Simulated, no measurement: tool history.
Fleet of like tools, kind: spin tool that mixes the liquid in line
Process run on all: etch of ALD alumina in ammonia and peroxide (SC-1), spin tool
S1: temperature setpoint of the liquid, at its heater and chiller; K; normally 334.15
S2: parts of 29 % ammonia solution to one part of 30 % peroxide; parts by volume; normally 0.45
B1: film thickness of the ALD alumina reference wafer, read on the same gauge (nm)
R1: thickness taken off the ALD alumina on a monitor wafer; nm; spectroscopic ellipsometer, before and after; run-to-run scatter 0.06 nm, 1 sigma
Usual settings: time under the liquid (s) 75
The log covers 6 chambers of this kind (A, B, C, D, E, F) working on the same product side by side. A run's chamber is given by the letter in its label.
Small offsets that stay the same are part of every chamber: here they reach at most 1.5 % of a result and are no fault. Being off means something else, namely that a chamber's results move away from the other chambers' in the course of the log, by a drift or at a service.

Run 1E, day 0.417: usual settings; B1 89.966. Result: R1 6.3263 nm.
Run 2C, day 0.825: usual settings; B1 89.997. Result: R1 6.2875 nm.
Run 3F, day 1.3: usual settings; B1 89.984. Result: R1 6.3755 nm.
Run 4B, day 1.579: usual settings; B1 89.99. Result: R1 6.3657 nm.
At day 1.738: chamber B: new drum of ammonia solution connected.
Run 5A, day 2.158: usual settings; B1 89.984. Result: R1 6.374 nm.
At day 2.283: chamber A: ammonia flow meter replaced.
Run 6D, day 2.592: usual settings; B1 89.944. Result: R1 6.3882 nm.
Run 7A, day 3.075: usual settings; B1 89.992. Result: R1 6.353 nm.
Run 8B, day 3.608: usual settings; B1 90.004. Result: R1 6.3701 nm.
At day 3.825: chamber F: new drum of ammonia solution connected.
Run 9E, day 4.158: usual settings; B1 90.025. Result: R1 6.3222 nm.
Run 10F, day 4.425: usual settings but S1 341.65 K, S2 0.5 parts by volume; B1 90.027. Result: R1 9.3201 nm.
Run 11D, day 4.996: usual settings but S1 341.65 K, S2 0.5 parts by volume; B1 89.992. Result: R1 9.3695 nm.
At day 5.146: chamber A: new drum of ammonia solution connected.
Run 12C, day 5.517: usual settings but S1 341.65 K, S2 0.5 parts by volume; B1 89.97. Result: R1 9.1429 nm.
Run 13E, day 5.858: usual settings but S1 341.65 K, S2 0.5 parts by volume; B1 89.979. Result: R1 9.411 nm.
At day 6.283: chamber B: thermometer replaced.
Run 14C, day 6.329: usual settings but S1 341.65 K, S2 0.5 parts by volume; B1 89.999. Result: R1 9.326 nm.
Run 15B, day 6.7: usual settings but S1 341.65 K, S2 0.5 parts by volume; B1 89.967. Result: R1 9.4137 nm.
Run 16A, day 7.112: usual settings; B1 90.015. Result: R1 6.3169 nm.
Run 17D, day 7.575: usual settings; B1 89.999. Result: R1 6.3953 nm.
Run 18F, day 8.021: usual settings; B1 90.005. Result: R1 6.4438 nm.
Run 19E, day 8.504: usual settings; B1 89.943. Result: R1 6.392 nm.
At day 9.004: chamber F: thermometer replaced.
Run 20A, day 9.017: usual settings; B1 90.011. Result: R1 6.3105 nm.
Run 21D, day 9.529: usual settings; B1 89.989. Result: R1 6.5725 nm.
Run 22B, day 9.962: usual settings; B1 90.025. Result: R1 6.2495 nm.
Run 23F, day 10.529: usual settings; B1 89.959. Result: R1 6.3969 nm.
At day 10.704: chamber C: heated supply line repaired.
Run 24C, day 11: usual settings; B1 90.029. Result: R1 6.3353 nm.
Run 25F, day 11.392: usual settings; B1 89.996. Result: R1 6.4282 nm.
At day 11.608: chamber E: ammonia flow meter replaced.
Run 26C, day 11.975: usual settings; B1 89.998. Result: R1 6.2566 nm.
Run 27B, day 12.292: usual settings; B1 89.991. Result: R1 6.1693 nm.
Run 28A, day 12.729: usual settings; B1 90.015. Result: R1 6.3974 nm.
Run 29E, day 13.038: usual settings; B1 90.027. Result: R1 6.3835 nm.
At day 13.071: chamber E: new drum of ammonia solution connected.
Run 30D, day 13.504: usual settings; B1 90.012. Result: R1 6.3904 nm.
Run 31A, day 14.062: usual settings; B1 89.989. Result: R1 6.3275 nm.
Run 32F, day 14.529: usual settings; B1 90.009. Result: R1 6.4497 nm.
At day 14.562: chamber C: new drum of ammonia solution connected.
Run 33C, day 14.842: usual settings; B1 90.015. Result: R1 6.3664 nm.
Run 34D, day 15.362: usual settings; B1 89.978. Result: R1 6.4742 nm.
Run 35B, day 15.708: usual settings but time under the liquid (s) 115; B1 90.003. Result: R1 9.2476 nm.
Run 36E, day 16.279: usual settings but time under the liquid (s) 115; B1 90.012. Result: R1 9.5137 nm.
Run 37A, day 16.767: usual settings but time under the liquid (s) 115; B1 89.98. Result: R1 9.656 nm.
Run 38D, day 17.279: usual settings but time under the liquid (s) 115; B1 89.974. Result: R1 9.7277 nm.
Run 39B, day 17.85: usual settings but time under the liquid (s) 115; B1 89.986. Result: R1 9.2604 nm.
Run 40F, day 18.146: usual settings but time under the liquid (s) 115; B1 89.984. Result: R1 9.9147 nm.
Run 41E, day 18.471: usual settings but S2 0.4 parts by volume, time under the liquid (s) 105; B1 89.996. Result: R1 8.7471 nm.
Run 42C, day 18.875: usual settings but S2 0.4 parts by volume, time under the liquid (s) 105; B1 89.995. Result: R1 8.8078 nm.
Run 43B, day 19.167: usual settings but S2 0.4 parts by volume, time under the liquid (s) 105; B1 90.009. Result: R1 8.0503 nm.

Has any chamber moved away from the others, gradually or after a service, or does the common gauge drift, or do the chambers differ only by their own small steady offsets? State the chamber and the most likely cause if one applies.

It is chamber B that slowly wanders off from its peers.
Likeliest cause: temperature lost on the way to the wafer (K) = 1.53.
The log may not tell that from: liquid colder than its thermometer reads (K).

Which of the 4 candidates below, each the usual settings with something changed and its results left as question marks, puts chamber B back in line with what the other chambers give on the usual settings?
Maximum distance from the other chambers' mean on the usual settings for a result to count as in line: R1 0.21 nm
Run 44B-1, day 19.583: usual settings but S2 0.55 parts by volume. Result: R1 ?.
Run 44B-2, day 19.583: usual settings but S2 0.35 parts by volume. Result: R1 ?.
Run 44B-3, day 19.583: usual settings but S1 332.65 K. Result: R1 ?.
Run 44B-4, day 19.583: usual settings but S1 335.65 K. Result: R1 ?.

Other chambers, usual settings, mean: R1 6.3701 nm
  run      R1
44B-1  6.0258
44B-2  5.7697
44B-3   5.469
44B-4  6.3835
44B-4 brings the chamber back in line.
